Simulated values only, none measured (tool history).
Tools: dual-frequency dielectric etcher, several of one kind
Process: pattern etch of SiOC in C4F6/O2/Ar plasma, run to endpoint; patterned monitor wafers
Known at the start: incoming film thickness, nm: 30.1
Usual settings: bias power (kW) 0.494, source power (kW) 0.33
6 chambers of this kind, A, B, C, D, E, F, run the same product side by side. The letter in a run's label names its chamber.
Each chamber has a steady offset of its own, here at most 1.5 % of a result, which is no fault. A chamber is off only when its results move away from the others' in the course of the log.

Run 1D, hour 6.6: usual settings. Result: endpoint time (s) 10.88.
Run 2B, hour 11.1: usual settings. Result: endpoint time (s) 11.03.
Run 3C, hour 14.6: usual settings. Result: endpoint time (s) 10.93.
Run 4F, hour 21.3: usual settings. Result: endpoint time (s) 10.911.
Run 5A, hour 28.7: usual settings. Result: endpoint time (s) 10.71.
Run 6E, hour 33.6: usual settings. Result: endpoint time (s) 10.88.
Run 7E, hour 38.3: usual settings. Result: endpoint time (s) 11.059.
Run 8D, hour 45: usual settings. Result: endpoint time (s) 10.817.
Run 9A, hour 50.9: usual settings but bias power (kW) 0.537. Result: endpoint time (s) 10.507.
Run 10F, hour 54.8: usual settings but bias power (kW) 0.537. Result: endpoint time (s) 10.393.
Run 11B, hour 60.4: usual settings but bias power (kW) 0.537. Result: endpoint time (s) 10.633.
Run 12C, hour 65: usual settings but bias power (kW) 0.537. Result: endpoint time (s) 10.655.
Run 13D, hour 71.8: usual settings but bias power (kW) 0.537. Result: endpoint time (s) 10.42.
Run 14A, hour 77.1: usual settings but bias power (kW) 0.537. Result: endpoint time (s) 10.498.
Run 15B, hour 82.8: usual settings. Result: endpoint time (s) 11.058.
Run 16E, hour 88.5: usual settings. Result: endpoint time (s) 11.144.
Run 17F, hour 95.9: usual settings. Result: endpoint time (s) 10.967.
Run 18C, hour 102.9: usual settings. Result: endpoint time (s) 11.071.
At hour 108.3: chamber D: wet clean of the chamber.
Run 19A, hour 109.5: usual settings. Result: endpoint time (s) 10.843.
Run 20B, hour 112.9: usual settings but bias power (kW) 0.581, source power (kW) 0.3. Result: endpoint time (s) 10.844.
Run 21E, hour 116.8: usual settings but bias power (kW) 0.581, source power (kW) 0.3. Result: endpoint time (s) 10.942.
Run 22D, hour 122.5: usual settings but bias power (kW) 0.581, source power (kW) 0.3. Result: endpoint time (s) 10.712.
At hour 125: chamber B: wet clean of the chamber.
Run 23C, hour 127: usual settings but bias power (kW) 0.581, source power (kW) 0.3. Result: endpoint time (s) 10.931.
Run 24F, hour 132.8: usual settings but bias power (kW) 0.581, source power (kW) 0.3. Result: endpoint time (s) 10.563.
Run 25C, hour 139.2: usual settings but bias power (kW) 0.581, source power (kW) 0.3. Result: endpoint time (s) 10.829.
Run 26B, hour 145.8: usual settings. Result: endpoint time (s) 10.906.
Run 27D, hour 152.8: usual settings. Result: endpoint time (s) 10.944.
Run 28E, hour 157.1: usual settings. Result: endpoint time (s) 11.339.
Run 29F, hour 164.3: usual settings. Result: endpoint time (s) 10.821.
Run 30A, hour 168.5: usual settings. Result: endpoint time (s) 10.789.
Run 31D, hour 174.7: usual settings. Result: endpoint time (s) 10.827.
Run 32E, hour 178.1: usual settings. Result: endpoint time (s) 11.431.
Run 33B, hour 184.4: usual settings. Result: endpoint time (s) 11.048.
Run 34A, hour 188.1: usual settings. Result: endpoint time (s) 10.822.
Run 35F, hour 191.8: usual settings. Result: endpoint time (s) 10.759.
Run 36C, hour 198.8: usual settings. Result: endpoint time (s) 11.03.
Run 37E, hour 202.8: usual settings. Result: endpoint time (s) 11.61.

What goes on in this fleet: one chamber off, a drifting gauge, or nothing beyond the chambers' own small offsets? Name the chamber and the cause, if any.

Chamber E drifts away from the others.
Cause: etch rate under this chamber's usual, % = 5.16.

Here are 4 candidates for chamber E's next run, each the usual settings with a change, their results left as question marks. Which one brings its results back in line with what the others give on the usual settings?
In line means no further than this from the other chambers' mean on the usual settings: endpoint time (s) 0.26
Run 38E-1, hour 208.3: usual settings but source power (kW) 0.34. Result: endpoint time (s) ?.
Run 38E-2, hour 208.3: usual settings but bias power (kW) 0.456, source power (kW) 0.31. Result: endpoint time (s) ?.
Run 38E-3, hour 208.3: usual settings but bias power (kW) 0.479. Result: endpoint time (s) ?.
Run 38E-4, hour 208.3: usual settings but bias power (kW) 0.532, source power (kW) 0.35. Result: endpoint time (s) ?.

The other chambers' mean on the usual settings: endpoint time (s) 10.934
  run  endpoint time (s)
38E-1             11.442
38E-2             12.204
38E-3             11.705
38E-4             11.004
38E-4 brings the chamber back in line.
